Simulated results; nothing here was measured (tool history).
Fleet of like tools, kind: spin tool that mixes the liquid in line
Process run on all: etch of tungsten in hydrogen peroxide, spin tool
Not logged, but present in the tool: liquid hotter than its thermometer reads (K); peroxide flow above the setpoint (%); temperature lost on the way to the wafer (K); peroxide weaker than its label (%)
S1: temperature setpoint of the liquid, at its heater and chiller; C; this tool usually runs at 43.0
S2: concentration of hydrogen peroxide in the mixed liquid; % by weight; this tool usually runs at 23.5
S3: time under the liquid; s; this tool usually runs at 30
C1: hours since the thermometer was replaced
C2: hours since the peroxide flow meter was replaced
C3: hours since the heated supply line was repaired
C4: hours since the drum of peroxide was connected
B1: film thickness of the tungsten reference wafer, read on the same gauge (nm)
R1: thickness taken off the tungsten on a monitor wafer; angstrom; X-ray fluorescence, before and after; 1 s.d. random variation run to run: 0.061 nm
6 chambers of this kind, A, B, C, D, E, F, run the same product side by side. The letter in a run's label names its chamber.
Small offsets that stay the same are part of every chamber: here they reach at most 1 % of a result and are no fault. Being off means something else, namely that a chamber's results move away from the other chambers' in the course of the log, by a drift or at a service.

run	hour	S1	S2	S3	C1	C2	C3	C4	B1	R1
1B	3.6	43.0	23.5	30	851.7	340.9	277.5	430.3	130.01	185.58
2E	8.4	43.0	23.5	30	1331.3	1503.6	325.1	769.6	129.99	182.45
3F	11.5	43.0	23.5	30	109.9	839.6	187.7	39.9	130.02	183.20
4C	15.5	43.0	23.5	30	391.0	361.2	2393.2	244.7	130.00	184.10
5D	18.5	43.0	23.5	30	537.7	2167.3	2810.6	96.4	130.02	185.69
# hour 20.2: chamber D: peroxide flow meter replaced
6A	24.0	36.5	23.5	30	576.2	1242.4	1592.0	366.6	130.00	119.43
7F	26.6	36.5	23.5	30	125.0	854.7	202.8	55.0	129.97	119.47
8B	31.9	36.5	23.5	30	880.0	369.2	305.8	458.6	129.99	120.89
9A	37.3	36.5	23.5	30	589.5	1255.7	1605.3	379.9	130.00	119.19
10C	42.2	36.5	23.5	30	417.7	387.9	2419.9	271.4	129.99	121.47
11D	47.4	36.5	23.5	30	566.6	27.3	2839.5	125.3	129.97	120.32
12E	50.2	43.0	23.5	30	1373.1	1545.4	366.9	811.4	130.00	181.98
13F	53.0	43.0	23.5	30	151.4	881.1	229.2	81.4	130.01	183.11
14B	58.5	43.0	23.5	30	906.6	395.8	332.4	485.2	130.00	183.87
15D	62.5	43.0	23.5	30	581.7	42.4	2854.6	140.4	129.99	186.18
16A	65.4	43.0	23.5	30	617.6	1283.8	1633.4	408.0	130.01	183.85
17C	69.5	43.0	23.5	30	445.0	415.2	2447.2	298.7	129.97	187.10
18E	75.0	43.0	23.5	30	1397.9	1570.2	391.7	836.2	130.00	181.93
19F	80.1	43.0	23.5	30	178.5	908.2	256.3	108.5	129.99	183.84
20B	83.3	43.0	23.5	30	931.4	420.6	357.2	510.0	130.02	184.92
21A	86.3	43.0	23.5	30	638.5	1304.7	1654.3	428.9	130.00	183.96
22E	90.6	43.0	23.5	30	1413.5	1585.8	407.3	851.8	129.99	181.37
23C	95.9	51.5	23.5	15	471.4	441.6	2473.6	325.1	129.99	159.57
24D	100.8	51.5	23.5	15	620.0	80.7	2892.9	178.7	130.00	158.00
25D	104.8	51.5	23.5	15	624.0	84.7	2896.9	182.7	130.01	159.26
26B	108.0	51.5	23.5	15	956.1	445.3	381.9	534.7	130.00	156.46
27C	112.1	51.5	23.5	15	487.6	457.8	2489.8	341.3	130.02	160.18
28A	117.6	51.5	23.5	15	669.8	1336.0	1685.6	460.2	130.02	157.51
29F	120.4	43.0	23.5	30	218.8	948.5	296.6	148.8	129.99	183.17
30E	124.3	43.0	23.5	30	1447.2	1619.5	441.0	885.5	129.99	181.50
31E	129.4	43.0	23.5	30	1452.3	1624.6	446.1	890.6	130.01	181.64
32C	134.9	43.0	23.5	50	510.4	480.6	2512.6	364.1	130.01	316.68
33F	139.7	43.0	23.5	50	238.1	967.8	315.9	168.1	129.99	305.42
34A	144.8	43.0	23.5	50	697.0	1363.2	1712.8	487.4	130.00	306.22
35B	149.3	43.0	23.5	50	997.4	486.6	423.2	576.0	130.00	306.57
36D	154.8	43.0	23.5	50	674.0	134.7	2946.9	232.7	130.01	308.90
37A	160.2	43.0	23.5	50	712.4	1378.6	1728.2	502.8	130.00	306.94

Read the log: is a single chamber off, either drifting away or since a service, is the gauge that measures every chamber drifting, or is nothing wrong beyond small per-chamber offsets? Name any odd chamber and what most likely caused it.

It is chamber C that slowly wanders off from its peers.
What lies behind it: liquid hotter than its thermometer reads (K) = 0.702.
The log may not tell that from: peroxide flow above the setpoint (%).

Chamber C could run next with any of the 4 candidate recipes listed below; each alters the usual settings, and their results appear as question marks. Which one brings its results back in line with what the other chambers deliver on the usual settings?
Allowed miss from the other chambers' usual-settings mean, per result, to count as in line: R1 2.10 angstrom
38C-1	164.2	43.0	24.5	30						?
38C-2	164.2	43.0	25.5	30						?
38C-3	164.2	43.0	22.5	30						?
38C-4	164.2	43.0	21.5	30						?

Mean of the other chambers on the usual settings: R1 183.89 angstrom
run	R1
38C-1	196.05
38C-2	200.02
38C-3	187.87
38C-4	183.63
38C-4 is the one that brings the chamber's results back in line with the other chambers.

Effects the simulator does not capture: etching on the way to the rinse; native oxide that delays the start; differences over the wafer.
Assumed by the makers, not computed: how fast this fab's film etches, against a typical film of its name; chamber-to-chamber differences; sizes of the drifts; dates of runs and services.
